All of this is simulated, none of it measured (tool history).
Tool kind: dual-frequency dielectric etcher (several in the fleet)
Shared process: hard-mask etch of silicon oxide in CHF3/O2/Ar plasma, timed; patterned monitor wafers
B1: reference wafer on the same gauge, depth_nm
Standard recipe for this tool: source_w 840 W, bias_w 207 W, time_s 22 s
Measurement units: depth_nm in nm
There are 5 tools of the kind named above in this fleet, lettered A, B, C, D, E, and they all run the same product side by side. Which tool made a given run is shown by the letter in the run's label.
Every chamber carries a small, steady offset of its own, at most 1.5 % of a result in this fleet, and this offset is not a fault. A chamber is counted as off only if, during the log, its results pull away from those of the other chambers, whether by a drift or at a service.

run 1A hour=8.2 | source_w=840 bias_w=207 time_s=22 | B1=41.709 | depth_nm=51.913
-- hour=18.5 chamber C: wet clean of the chamber
-- hour=19.6 chamber B: wet clean of the chamber
run 2C hour=21.2 | source_w=840 bias_w=207 time_s=22 | B1=41.716 | depth_nm=51.224
run 3D hour=36.1 | source_w=840 bias_w=207 time_s=22 | B1=41.741 | depth_nm=52.053
run 4E hour=45.3 | source_w=840 bias_w=207 time_s=22 | B1=41.766 | depth_nm=51.412
run 5B hour=54.4 | source_w=840 bias_w=207 time_s=22 | B1=41.71 | depth_nm=51.236
run 6C hour=63.4 | source_w=840 bias_w=207 time_s=22 | B1=41.718 | depth_nm=50.812
run 7B hour=71.5 | source_w=840 bias_w=207 time_s=22 | B1=41.716 | depth_nm=51.359
run 8D hour=82.9 | source_w=690 bias_w=207 time_s=16.5 | B1=41.668 | depth_nm=36.25
-- hour=90.8 chamber E: wet clean of the chamber
run 9A hour=96.3 | source_w=690 bias_w=207 time_s=16.5 | B1=41.656 | depth_nm=36.036
run 10E hour=110.6 | source_w=690 bias_w=207 time_s=16.5 | B1=41.72 | depth_nm=35.826
run 11A hour=119.2 | source_w=690 bias_w=207 time_s=16.5 | B1=41.706 | depth_nm=35.924
run 12B hour=129.9 | source_w=690 bias_w=207 time_s=16.5 | B1=41.728 | depth_nm=35.872
run 13C hour=142.5 | source_w=840 bias_w=161 time_s=22 | B1=41.677 | depth_nm=46.78
run 14E hour=156 | source_w=840 bias_w=161 time_s=22 | B1=41.667 | depth_nm=48.287
run 15D hour=165 | source_w=840 bias_w=161 time_s=22 | B1=41.723 | depth_nm=47.401
-- hour=166.3 chamber D: wet clean of the chamber
run 16D hour=175 | source_w=840 bias_w=161 time_s=22 | B1=41.642 | depth_nm=45.008
run 17C hour=183.7 | source_w=840 bias_w=161 time_s=22 | B1=41.756 | depth_nm=47.362
run 18E hour=191.3 | source_w=980 bias_w=207 time_s=20 | B1=41.704 | depth_nm=49.693
run 19A hour=199.8 | source_w=980 bias_w=207 time_s=20 | B1=41.677 | depth_nm=50.156
run 20B hour=210.1 | source_w=980 bias_w=207 time_s=20 | B1=41.75 | depth_nm=49.485
run 21E hour=220.4 | source_w=980 bias_w=207 time_s=20 | B1=41.671 | depth_nm=50.34
run 22D hour=229.7 | source_w=980 bias_w=207 time_s=20 | B1=41.712 | depth_nm=47.464
run 23C hour=240.3 | source_w=840 bias_w=207 time_s=22 | B1=41.697 | depth_nm=51.157
run 24B hour=249.4 | source_w=840 bias_w=207 time_s=22 | B1=41.661 | depth_nm=51.623
-- hour=259.8 chamber A: wet clean of the chamber
run 25A hour=260.1 | source_w=840 bias_w=207 time_s=22 | B1=41.767 | depth_nm=52.112
run 26A hour=272.4 | source_w=840 bias_w=207 time_s=22 | B1=41.741 | depth_nm=51.706
run 27E hour=282.9 | source_w=840 bias_w=207 time_s=22 | B1=41.718 | depth_nm=51.859
run 28D hour=296.4 | source_w=840 bias_w=207 time_s=22 | B1=41.719 | depth_nm=49.678
run 29B hour=307.3 | source_w=840 bias_w=207 time_s=22 | B1=41.777 | depth_nm=51.649
run 30C hour=314.2 | source_w=840 bias_w=207 time_s=22 | B1=41.714 | depth_nm=51.287
-- hour=328.4 chamber A: bias power generator calibrated
run 31C hour=328.7 | source_w=840 bias_w=207 time_s=22 | B1=41.709 | depth_nm=51.559
run 32B hour=341.1 | source_w=840 bias_w=207 time_s=22 | B1=41.757 | depth_nm=51.898
run 33D hour=354.1 | source_w=840 bias_w=207 time_s=22 | B1=41.699 | depth_nm=49.567
run 34A hour=365.9 | source_w=840 bias_w=207 time_s=28 | B1=41.707 | depth_nm=66.336
run 35E hour=372.9 | source_w=840 bias_w=207 time_s=28 | B1=41.693 | depth_nm=65.963
run 36E hour=383.3 | source_w=840 bias_w=207 time_s=28 | B1=41.608 | depth_nm=65.582

One chamber off, gauge drift, or nothing amiss beyond the chambers' own small offsets? If it is a chamber, which one, and what is the likeliest cause?

Chamber D came out of a service off from its peers and stayed that way.
Cause: etch rate under this chamber's usual, % = 4.84.

Here are 4 candidates for chamber D's next run, each the usual settings with a change, their results left as question marks. Which one brings its results back in line with what the others give on the usual settings?
Allowed miss from the other chambers' usual-settings mean, per result, to count as in line: depth_nm 0.96 nm
run 37D-1 hour=394 | source_w=850 bias_w=209 time_s=23 | depth_nm=?
run 37D-2 hour=394 | source_w=820 bias_w=204 time_s=20.5 | depth_nm=?
run 37D-3 hour=394 | source_w=840 bias_w=179 time_s=22 | depth_nm=?
run 37D-4 hour=394 | source_w=840 bias_w=211 time_s=23.5 | depth_nm=?

Average result of the remaining chambers running the usual settings: depth_nm 51.679 nm
run=37D-1 depth_nm=51.971
run=37D-2 depth_nm=45.318
run=37D-3 depth_nm=46.974
run=37D-4 depth_nm=53.035
It is 37D-1 that realigns the chamber with its peers.

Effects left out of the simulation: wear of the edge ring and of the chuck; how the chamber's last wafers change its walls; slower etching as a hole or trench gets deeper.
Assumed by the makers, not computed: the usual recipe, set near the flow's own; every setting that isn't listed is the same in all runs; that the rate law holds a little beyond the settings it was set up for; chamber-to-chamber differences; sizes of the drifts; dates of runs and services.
